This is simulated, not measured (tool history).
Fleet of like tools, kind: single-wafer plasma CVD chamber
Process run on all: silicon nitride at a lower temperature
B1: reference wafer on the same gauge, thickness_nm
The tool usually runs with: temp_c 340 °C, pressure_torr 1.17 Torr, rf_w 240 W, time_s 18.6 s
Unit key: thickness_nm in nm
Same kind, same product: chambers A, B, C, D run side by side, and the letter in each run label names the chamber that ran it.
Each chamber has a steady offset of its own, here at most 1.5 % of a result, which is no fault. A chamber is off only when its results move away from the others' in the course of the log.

Run 1A, hour 6.2: usual settings; B1 16.417. Result: thickness_nm 16.943 nm.
Run 2D, hour 17.3: usual settings; B1 16.416. Result: thickness_nm 17.171 nm.
Run 3C, hour 23.3: usual settings; B1 16.409. Result: thickness_nm 17.126 nm.
Run 4B, hour 33.6: usual settings; B1 16.402. Result: thickness_nm 17.176 nm.
Run 5B, hour 40.7: usual settings; B1 16.413. Result: thickness_nm 17.161 nm.
Run 6C, hour 46.9: usual settings but temp_c 352 °C, pressure_torr 1.4 Torr; B1 16.401. Result: thickness_nm 17.923 nm.
Run 7A, hour 54.6: usual settings but temp_c 352 °C, pressure_torr 1.4 Torr; B1 16.391. Result: thickness_nm 17.838 nm.
Run 8D, hour 60: usual settings but temp_c 352 °C, pressure_torr 1.4 Torr; B1 16.401. Result: thickness_nm 17.993 nm.
Run 9B, hour 69.2: usual settings but temp_c 352 °C, pressure_torr 1.4 Torr; B1 16.396. Result: thickness_nm 18.095 nm.
Run 10D, hour 80.5: usual settings; B1 16.396. Result: thickness_nm 17.188 nm.
Run 11A, hour 89.3: usual settings; B1 16.405. Result: thickness_nm 16.965 nm.
Run 12C, hour 96.3: usual settings; B1 16.384. Result: thickness_nm 17.073 nm.
Run 13A, hour 105.9: usual settings; B1 16.399. Result: thickness_nm 17.04 nm.
Run 14D, hour 117.5: usual settings; B1 16.396. Result: thickness_nm 17.252 nm.
Run 15B, hour 125.5: usual settings; B1 16.411. Result: thickness_nm 17.279 nm.
Run 16C, hour 135.1: usual settings; B1 16.407. Result: thickness_nm 16.943 nm.
Run 17B, hour 146.6: usual settings; B1 16.392. Result: thickness_nm 17.234 nm.
Run 18A, hour 157.7: usual settings; B1 16.411. Result: thickness_nm 16.995 nm.
Run 19D, hour 165.2: usual settings; B1 16.408. Result: thickness_nm 17.206 nm.
Run 20C, hour 175.3: usual settings; B1 16.401. Result: thickness_nm 17.004 nm.
Run 21C, hour 183.6: usual settings but pressure_torr 0.93 Torr; B1 16.405. Result: thickness_nm 15.864 nm.
Run 22B, hour 190.2: usual settings but pressure_torr 0.93 Torr; B1 16.404. Result: thickness_nm 16.029 nm.
Run 23A, hour 196.4: usual settings but pressure_torr 0.93 Torr; B1 16.385. Result: thickness_nm 15.929 nm.
Run 24D, hour 207.5: usual settings but pressure_torr 0.93 Torr; B1 16.4. Result: thickness_nm 16.086 nm.
At hour 208.8: chamber B: thermocouple changed; heater temperature recalibrated.
Run 25A, hour 218.4: usual settings but temp_c 348 °C, time_s 15 s; B1 16.398. Result: thickness_nm 13.701 nm.
Run 26D, hour 224.2: usual settings but temp_c 348 °C, time_s 15 s; B1 16.405. Result: thickness_nm 13.905 nm.
Run 27B, hour 234.7: usual settings but temp_c 348 °C, time_s 15 s; B1 16.407. Result: thickness_nm 13.85 nm.
Run 28C, hour 246.7: usual settings but temp_c 348 °C, time_s 15 s; B1 16.407. Result: thickness_nm 13.491 nm.

Next, every chamber runs the same settings. What will each give?
Run 29A, hour 255.3: usual settings but pressure_torr 1.33 Torr. Result: thickness_nm ?.
Run 29B, hour 255.3: usual settings but pressure_torr 1.33 Torr. Result: thickness_nm ?.
Run 29C, hour 255.3: usual settings but pressure_torr 1.33 Torr. Result: thickness_nm ?.
Run 29D, hour 255.3: usual settings but pressure_torr 1.33 Torr. Result: thickness_nm ?.

run  thickness_nm
29A         17.65
29B        17.854
29C        17.445
29D        17.882

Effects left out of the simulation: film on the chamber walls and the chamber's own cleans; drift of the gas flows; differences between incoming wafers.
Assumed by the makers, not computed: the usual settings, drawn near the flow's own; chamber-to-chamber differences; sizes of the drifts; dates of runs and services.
